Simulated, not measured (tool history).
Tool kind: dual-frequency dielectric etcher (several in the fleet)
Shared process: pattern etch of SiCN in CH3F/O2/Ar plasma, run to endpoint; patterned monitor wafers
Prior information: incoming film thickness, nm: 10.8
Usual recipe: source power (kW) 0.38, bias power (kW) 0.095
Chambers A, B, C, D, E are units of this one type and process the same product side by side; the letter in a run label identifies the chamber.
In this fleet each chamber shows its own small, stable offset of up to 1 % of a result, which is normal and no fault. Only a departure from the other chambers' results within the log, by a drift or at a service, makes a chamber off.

| run | hour | source power (kW) | bias power (kW) | hours since the last wet clean | hours since the last source power generator calibration | hours since the last bias power generator calibration | endpoint time (s) |
|---|---|---|---|---|---|---|---|
| 1C | 7.5 | 0.38 | 0.095 | 61.3 | 1142.3 | 2229.4 | 26.428 |
| 2B | 16.7 | 0.38 | 0.095 | 402.6 | 2166.6 | 1983.6 | 26.68 |
| 3A | 25.7 | 0.38 | 0.095 | 205.8 | 1256.6 | 2928.4 | 26.459 |
| 4E | 35.2 | 0.38 | 0.095 | 447.4 | 119.9 | 1475.8 | 26.291 |
| 5D | 49.2 | 0.38 | 0.095 | 187.3 | 2522.2 | 1642.3 | 26.628 |
| 6B | 63.8 | 0.38 | 0.095 | 449.7 | 2213.7 | 2030.7 | 26.438 |
| 7A | 71.7 | 0.38 | 0.095 | 251.8 | 1302.6 | 2974.4 | 26.582 |
| 8D | 80.7 | 0.38 | 0.108 | 218.8 | 2553.7 | 1673.8 | 25.275 |
| 9E | 93.4 | 0.38 | 0.108 | 505.6 | 178.1 | 1534 | 25.025 |
|  | 96.4 | chamber B: wet clean of the chamber |
| 10C | 102.5 | 0.38 | 0.108 | 156.3 | 1237.3 | 2324.4 | 25.311 |
| 11A | 114.9 | 0.38 | 0.108 | 295 | 1345.8 | 3017.6 | 25.625 |
| 12C | 125.4 | 0.38 | 0.108 | 179.2 | 1260.2 | 2347.3 | 25.409 |
| 13B | 134.8 | 0.38 | 0.095 | 38.4 | 2284.7 | 2101.7 | 26.393 |
| 14D | 146.4 | 0.38 | 0.095 | 284.5 | 2619.4 | 1739.5 | 26.568 |
| 15E | 156.8 | 0.38 | 0.095 | 569 | 241.5 | 1597.4 | 26.148 |
| 16E | 164.4 | 0.38 | 0.095 | 576.6 | 249.1 | 1605 | 26.347 |
| 17C | 179.2 | 0.38 | 0.095 | 233 | 1314 | 2401.1 | 26.905 |
| 18D | 186.8 | 0.38 | 0.095 | 324.9 | 2659.8 | 1779.9 | 26.382 |
|  | 193 | chamber E: wet clean of the chamber |
| 19B | 201.2 | 0.34 | 0.095 | 104.8 | 2351.1 | 2168.1 | 27.669 |
| 20A | 210.5 | 0.34 | 0.095 | 390.6 | 1441.4 | 3113.2 | 27.642 |
| 21A | 224.6 | 0.34 | 0.095 | 404.7 | 1455.5 | 3127.3 | 27.929 |
| 22D | 231.3 | 0.34 | 0.095 | 369.4 | 2704.3 | 1824.4 | 27.811 |
| 23C | 238.1 | 0.34 | 0.095 | 291.9 | 1372.9 | 2460 | 27.578 |
| 24E | 251.2 | 0.38 | 0.095 | 58.2 | 335.9 | 1691.8 | 26.499 |
|  | 259.5 | chamber A: wet clean of the chamber |
| 25B | 261.8 | 0.38 | 0.095 | 165.4 | 2411.7 | 2228.7 | 26.436 |
| 26A | 273.1 | 0.31 | 0.086 | 13.7 | 1504 | 3175.8 | 30.727 |
| 27B | 283.9 | 0.31 | 0.086 | 187.5 | 2433.8 | 2250.8 | 29.805 |
| 28D | 292.1 | 0.31 | 0.086 | 430.2 | 2765.1 | 1885.2 | 29.724 |
| 29E | 299.3 | 0.31 | 0.086 | 106.3 | 384 | 1739.9 | 29.647 |
| 30C | 308.4 | 0.31 | 0.086 | 362.2 | 1443.2 | 2530.3 | 29.782 |
| 31E | 320.8 | 0.38 | 0.095 | 127.8 | 405.5 | 1761.4 | 26.412 |
| 32A | 330.3 | 0.38 | 0.106 | 70.9 | 1561.2 | 3233 | 26.358 |
| 33B | 340.3 | 0.38 | 0.106 | 243.9 | 2490.2 | 2307.2 | 25.401 |
| 34C | 355 | 0.38 | 0.106 | 408.8 | 1489.8 | 2576.9 | 25.511 |
| 35D | 369 | 0.38 | 0.106 | 507.1 | 2842 | 1962.1 | 25.45 |
| 36C | 377.2 | 0.38 | 0.106 | 431 | 1512 | 2599.1 | 25.666 |
| 37E | 388.1 | 0.38 | 0.095 | 195.1 | 472.8 | 1828.7 | 26.445 |
| 38A | 402.2 | 0.38 | 0.095 | 142.8 | 1633.1 | 3304.9 | 27.558 |
| 39B | 410.3 | 0.38 | 0.095 | 313.9 | 2560.2 | 2377.2 | 26.699 |
| 40D | 425.6 | 0.47 | 0.081 | 563.7 | 2898.6 | 2018.7 | 26.043 |
|  | 433.1 | chamber D: wet clean of the chamber |
| 41B | 438.3 | 0.47 | 0.081 | 341.9 | 2588.2 | 2405.2 | 26.061 |
| 42D | 449.9 | 0.47 | 0.081 | 16.9 | 2922.9 | 2043 | 25.891 |
| 43C | 462.2 | 0.47 | 0.081 | 516 | 1597 | 2684.1 | 26.071 |
| 44A | 473.3 | 0.47 | 0.081 | 213.9 | 1704.2 | 3376 | 26.736 |

One chamber off, gauge drift, or nothing amiss beyond the chambers' own small offsets? If it is a chamber, which one, and what is the likeliest cause?

Chamber A has stood off from the others ever since a service on it.
Likeliest cause: etch rate under this chamber's usual, % = 2.69.

Here are 4 candidates for chamber A's next run, each the usual settings with a change, their results left as question marks. Which one brings its results back in line with what the others give on the usual settings?
Counts as in line when no further than this from what the other chambers average on the usual settings: endpoint time (s) 0.45
| 45A-1 | 484.3 | 0.4 | 0.099 |  |  |  | ? |
| 45A-2 | 484.3 | 0.41 | 0.103 |  |  |  | ? |
| 45A-3 | 484.3 | 0.38 | 0.088 |  |  |  | ? |
| 45A-4 | 484.3 | 0.35 | 0.087 |  |  |  | ? |

The mean the other chambers reach with the usual settings: endpoint time (s) 26.546
| run | endpoint time (s) |
|---|---|
| 45A-1 | 26.319 |
| 45A-2 | 25.695 |
| 45A-3 | 28.02 |
| 45A-4 | 29.021 |
45A-1 puts the chamber back in line with the other chambers.

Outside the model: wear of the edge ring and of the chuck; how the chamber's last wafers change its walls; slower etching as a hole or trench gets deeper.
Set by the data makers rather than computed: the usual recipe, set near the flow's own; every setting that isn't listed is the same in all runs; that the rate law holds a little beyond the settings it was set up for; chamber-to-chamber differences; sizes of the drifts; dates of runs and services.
